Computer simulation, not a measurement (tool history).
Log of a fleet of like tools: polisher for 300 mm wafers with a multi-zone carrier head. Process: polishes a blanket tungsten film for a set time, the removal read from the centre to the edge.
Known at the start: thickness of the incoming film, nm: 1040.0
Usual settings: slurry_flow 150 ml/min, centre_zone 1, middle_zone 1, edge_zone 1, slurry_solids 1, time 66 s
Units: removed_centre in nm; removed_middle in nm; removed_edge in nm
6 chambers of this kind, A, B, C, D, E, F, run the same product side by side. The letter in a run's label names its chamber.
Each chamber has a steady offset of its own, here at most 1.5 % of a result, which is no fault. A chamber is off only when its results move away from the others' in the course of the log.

run,hour,slurry_flow,centre_zone,middle_zone,edge_zone,slurry_solids,time,removed_centre,removed_middle,removed_edge
1A,2.9,150,1,1,1,1,66,347.1,339.11,348.85
2B,6.7,150,1,1,1,1,66,345.32,340.49,340.15
3D,12,150,1,1,1,1,66,333.87,347.07,346.42
4F,18.1,150,1,1,1,1,66,346.11,351.55,344.61
5C,24.4,150,1,1,1,1,66,346.02,341.66,339.64
6E,28.7,150,1,1,1,1,66,336.15,344.84,342.68
7C,33.8,150,1,1,1,1,66,344.47,338.48,339.35
# hour 36.7: chamber E: centre zone pressure recalibrated
8A,39.8,150,1,1,1,1,66,341.24,341.67,345.3
9F,45.3,150,1,1,0.9,1.15,66,358.03,359.05,329.95
# hour 48.2: chamber F: worn pad replaced by a new one
10D,50,150,1,1,0.9,1.15,66,356.52,356.02,337.65
# hour 51.7: chamber C: slurry nozzle cleaned
# hour 52.1: chamber C: centre zone pressure recalibrated
11E,53.9,150,1,1,0.9,1.15,66,353.4,357.52,338.47
# hour 55.3: chamber F: centre zone pressure recalibrated
12B,57.1,150,1,1,0.9,1.15,66,358.99,353.91,338.39
13B,62,150,1,1,0.9,1.15,66,349.61,353.78,335.95
# hour 64.7: chamber B: worn pad replaced by a new one
14E,68.4,150,1,1,0.9,1.15,66,356.77,354.79,334.3
15F,72.4,150,1,1,1,1,66,349.47,340.82,338.73
# hour 75.6: chamber F: edge zone pressure recalibrated
# hour 76.8: chamber A: centre zone pressure recalibrated
16A,77,150,1,1,1,1,66,339.62,336.44,341.08
17D,82.9,150,1,1,1,1,66,339.82,337.06,344.47
18C,88.2,150,1,1,1,1,66,342.8,345.09,340.07
19B,92.1,150,1,1,1,1,66,341.75,341.44,340.3
20A,95.2,150,1,1,1,1,66,341.03,334.26,338.08
21C,98.6,150,1,1,1,1,57,293.72,294.11,294.15
# hour 101.8: chamber A: worn pad replaced by a new one
22F,102.1,150,1,1,1,1,57,295.63,296.01,297.91
# hour 104.3: chamber D: worn pad replaced by a new one
23D,105.4,150,1,1,1,1,57,288.13,296.78,299.37
24E,110.2,150,1,1,1,1,57,288.79,292.5,296.18
25E,113.9,150,1,1,1,1,57,293.44,296.52,295.03
26D,118,150,1,1,1,1,57,296.55,291.14,296.21
27C,122.3,150,1,1,1,1,66,344.53,346.64,337.33
28B,127.7,180,1,1,1,1,66,356.1,353.57,350.63
29A,133.3,180,1,1,1,1,66,338,336.31,342.72
30F,137.7,180,1,1,1,1,66,355.09,349.69,347.77
# hour 140.5: chamber E: worn pad replaced by a new one
31B,143.9,180,1,1,1,1,66,354.49,346.73,350
32C,147.6,180,1,1,1,1,66,353.29,361.46,345.28
33A,151.6,180,1,1,1,1,66,333.02,340.77,334.41
# hour 151.8: chamber B: edge zone pressure recalibrated
34D,157,150,1,1,1,1,66,343.59,337.25,346.96
35E,161.7,150,1,1,1,1,66,334.53,341.1,344
36F,166.8,150,1,1,1,1,66,345.54,345.45,342.21
37B,170.6,150,1,1,1,1,66,338.77,344.45,346.19
38D,174.1,150,1,1,1,1,66,348.03,346.12,345.77
39A,178.8,150,1,1,1,1,66,306.84,311.27,318.4
40F,183.1,150,1,1,1,1,66,347.7,342.21,342.1

What goes on in this fleet: one chamber off, a drifting gauge, or nothing beyond the chambers' own small offsets? Name the chamber and the cause, if any.

Chamber A drifts away from the others.
Cause: slurry flow missing at the pad, % = 38.8.

Here are 4 candidates for chamber A's next run, each the usual settings with a change, their results left as question marks. Which one brings its results back in line with what the others give on the usual settings?
In line means no further than this from the other chambers' mean on the usual settings: removed_centre 15 nm; removed_middle 17 nm; removed_edge 8.7 nm
41A-1,187.8,160,1.03,1.03,0.98,1,71,?,?,?
41A-2,187.8,155,1.01,1.01,0.99,1,68,?,?,?
41A-3,187.8,140,0.97,0.97,1.02,1,61,?,?,?
41A-4,187.8,145,0.99,0.99,1.01,1,64,?,?,?

The other chambers' mean on the usual settings: removed_centre 342.76 nm; removed_middle 341.58 nm; removed_edge 342.14 nm
run,removed_centre,removed_middle,removed_edge
41A-1,344.65,341.35,343.17
41A-2,319.8,318.28,328.51
41A-3,264.97,266.94,293.46
41A-4,287.86,288.42,308.42
41A-1 brings the chamber back in line.
